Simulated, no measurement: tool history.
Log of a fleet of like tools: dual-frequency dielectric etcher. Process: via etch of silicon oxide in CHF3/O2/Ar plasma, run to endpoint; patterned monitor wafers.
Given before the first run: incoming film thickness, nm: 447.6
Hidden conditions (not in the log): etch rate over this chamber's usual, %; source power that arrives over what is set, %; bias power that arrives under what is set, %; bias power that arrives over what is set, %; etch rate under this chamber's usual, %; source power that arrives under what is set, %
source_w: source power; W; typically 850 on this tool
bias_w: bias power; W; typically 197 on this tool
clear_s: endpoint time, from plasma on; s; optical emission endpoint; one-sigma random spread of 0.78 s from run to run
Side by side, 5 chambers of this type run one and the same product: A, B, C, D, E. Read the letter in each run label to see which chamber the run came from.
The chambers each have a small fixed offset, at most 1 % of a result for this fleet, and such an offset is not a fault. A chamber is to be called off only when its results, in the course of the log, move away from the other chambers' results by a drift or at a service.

run,day,source_w,bias_w,hours since the last wet clean,hours since the last source power generator calibration,hours since the last bias power generator calibration,clear_s
1B,0.171,850,197,569.8,1751.4,139.6,193.70
2E,0.267,850,197,127.5,4122.3,179.0,193.64
3A,0.383,850,197,360.8,2169.9,952.2,191.71
4D,0.546,850,197,121.7,1293.5,2203.1,193.85
5C,0.650,850,197,52.9,2562.2,1142.5,191.36
6B,0.783,850,197,584.5,1766.1,154.3,195.57
7C,0.921,850,197,59.4,2568.7,1149.0,192.37
8E,1.050,850,230,146.3,4141.1,197.8,181.15
9D,1.150,850,230,136.2,1308.0,2217.6,183.86
10A,1.312,850,230,383.1,2192.2,974.5,182.38
11C,1.408,850,230,71.1,2580.4,1160.7,181.79
12A,1.592,850,230,389.8,2198.9,981.2,182.13
13D,1.683,850,197,149.0,1320.8,2230.4,192.71
14B,1.808,1040,197,609.1,1790.7,178.9,178.51
15E,1.975,1040,197,168.5,4163.3,220.0,179.11
16E,2.108,1040,197,171.7,4166.5,223.2,178.33
17A,2.275,1040,197,406.2,2215.3,997.6,178.02
18D,2.454,1040,197,167.5,1339.3,2248.9,179.71
19B,2.612,850,197,628.4,1810.0,198.2,192.59
# day 2.679: chamber A: wet clean of the chamber
20C,2.788,850,197,104.2,2613.5,1193.8,191.74
21C,2.929,850,197,107.6,2616.9,1197.2,191.38
22A,3.025,780,225,8.4,2233.3,1015.6,191.18
23D,3.196,780,225,185.3,1357.1,2266.7,191.97
# day 3.217: chamber B: wet clean of the chamber
# day 3.233: chamber C: source power generator calibrated
24B,3.367,780,225,3.6,1828.1,216.3,191.92
25E,3.462,780,225,204.2,4199.0,255.7,190.20
26B,3.554,780,225,8.1,1832.6,220.8,190.60
27D,3.742,850,197,198.4,1370.2,2279.8,193.57
28C,3.917,850,197,131.3,16.5,1220.9,191.35
29E,4.079,850,197,219.0,4213.8,270.5,191.23
30A,4.267,850,197,38.2,2263.1,1045.4,191.86
31E,4.367,1020,238,225.9,4220.7,277.4,169.40
32B,4.529,1020,238,31.5,1856.0,244.2,170.14
33A,4.692,1020,238,48.4,2273.3,1055.6,168.39
34D,4.842,1020,238,224.8,1396.6,2306.2,168.06

Next, all 5 chambers run the settings below, one line each with question marks for the results. What does each chamber give?
35A,4.988,850,197,,,,?
35B,4.988,850,197,,,,?
35C,4.988,850,197,,,,?
35D,4.988,850,197,,,,?
35E,4.988,850,197,,,,?

run,clear_s
35A,192.37
35B,193.14
35C,192.16
35D,193.42
35E,193.22
